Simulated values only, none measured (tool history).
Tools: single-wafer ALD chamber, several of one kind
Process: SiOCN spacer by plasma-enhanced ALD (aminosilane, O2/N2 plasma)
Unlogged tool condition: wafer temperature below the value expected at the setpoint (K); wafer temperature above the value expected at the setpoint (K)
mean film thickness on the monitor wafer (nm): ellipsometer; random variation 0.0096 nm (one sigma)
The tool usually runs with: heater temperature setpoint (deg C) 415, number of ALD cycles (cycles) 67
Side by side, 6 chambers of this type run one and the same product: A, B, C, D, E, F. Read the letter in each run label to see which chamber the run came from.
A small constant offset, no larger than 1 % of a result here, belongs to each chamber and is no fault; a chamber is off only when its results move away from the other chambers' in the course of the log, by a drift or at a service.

run   hour  heater temperature setpoint (deg C)  number of ALD cycles (cycles)  hours since the last thermocouple change  read-back reference wafer on the same gauge, thickness_nm  mean film thickness on the monitor wafer (nm)
 1C    6.3                                  415                             67                                     381.1                                                     3.9043                                         3.8962
 2E   11.9                                  415                             67                                     162.8                                                     3.8998                                         3.8526
 3B   17.2                                  415                             67                                    1397.4                                                     3.8983                                         3.8507
 4D   22.5                                  415                             67                                     491.3                                                     3.8991                                         3.8752
 5A   28.8                                  415                             67                                     607.8                                                      3.899                                         3.8645
 6F   34.5                                  415                             67                                    2321.6                                                     3.9002                                         3.8546
 7A   41.9                                  422                             55                                     620.9                                                        3.9                                         3.1045
 8F   48.7                                  422                             55                                    2335.8                                                      3.902                                         3.0936
 9E   52.1                                  422                             55                                       203                                                     3.8997                                         3.1102
10D   59.3                                  422                             55                                     528.1                                                     3.9004                                         3.1117
11C   66.5                                  422                             55                                     441.3                                                     3.9027                                         3.1174
12B   70.3                                  422                             55                                    1450.5                                                     3.8999                                         3.0936
13D   75.1                                  415                             67                                     543.9                                                     3.9017                                         3.8602
14E   80.2                                  426                             61                                     231.1                                                     3.9007                                         3.4135
15A   86.9                                  426                             61                                     665.9                                                     3.9006                                          3.379
16C   92.3                                  426                             61                                     467.1                                                     3.8994                                         3.4175
17F   99.5                                  426                             61                                    2386.6                                                     3.9008                                         3.3992
18B  104.9                                  426                             61                                    1485.1                                                     3.8972                                         3.3917
19C  108.4                                  426                             61                                     483.2                                                     3.9011                                         3.4139
20F  113.1                                  415                             67                                    2400.2                                                     3.9005                                         3.8895
21A  120.4                                  415                             67                                     699.4                                                     3.9013                                         3.8697
22B  126.3                                  415                             67                                    1506.5                                                     3.9011                                         3.8541
23E  129.6                                  415                             67                                     280.5                                                     3.8957                                         3.8625
24D  135.1                                  415                             67                                     603.9                                                     3.9004                                         3.8535
25D  138.4                                  415                             67                                     607.2                                                      3.899                                          3.877
26C  143.4                                  415                             67                                     518.2                                                     3.9007                                         3.8958
27E  148.8                                  415                             67                                     299.7                                                     3.8993                                         3.8655
28B  153.4                                  415                             67                                    1533.6                                                      3.901                                         3.8355
29F  160.7                                  415                             67                                    2447.8                                                     3.8991                                         3.8602
30A  164.9                                  408                             56                                     743.9                                                     3.8999                                         3.3004
31C  170.5                                  408                             56                                     545.3                                                     3.8986                                         3.3253
32F  177.5                                  408                             56                                    2464.6                                                     3.9016                                         3.3069
33A  184.7                                  408                             56                                     763.7                                                     3.9001                                         3.3088
34E  191.8                                  408                             56                                     342.7                                                     3.9008                                         3.3058
35D  196.6                                  408                             56                                     665.4                                                     3.8984                                         3.3107
36B  203.8                                  415                             67                                      1584                                                     3.9005                                          3.858
37E  208.8                                  415                             67                                     359.7                                                     3.8981                                         3.8623
38F  215.3                                  415                             67                                    2502.4                                                     3.9013                                         3.8626
39D  220.8                                  415                             67                                     689.6                                                     3.8998                                         3.8566
40C  224.9                                  415                             67                                     599.7                                                     3.8975                                         3.9111
41B  231.9                                  415                             67                                    1612.1                                                     3.9007                                         3.8493
42A  237.1                                  415                             67                                     816.1                                                      3.901                                         3.8581
43B  240.4                                  415                             67                                    1620.6                                                     3.8987                                         3.8647
44F  244.6                                  415                             67                                    2531.7                                                     3.8969                                         3.8459

Each of the 6 chambers runs these same settings next. Fill in every chamber's results:
45A  249.9                                  415                             67                                                                                                                                                   ?
45B  249.9                                  415                             67                                                                                                                                                   ?
45C  249.9                                  415                             67                                                                                                                                                   ?
45D  249.9                                  415                             67                                                                                                                                                   ?
45E  249.9                                  415                             67                                                                                                                                                   ?
45F  249.9                                  415                             67                                                                                                                                                   ?

run  mean film thickness on the monitor wafer (nm)
45A                                         3.8666
45B                                         3.8507
45C                                         3.8891
45D                                         3.8762
45E                                         3.8713
45F                                         3.8581
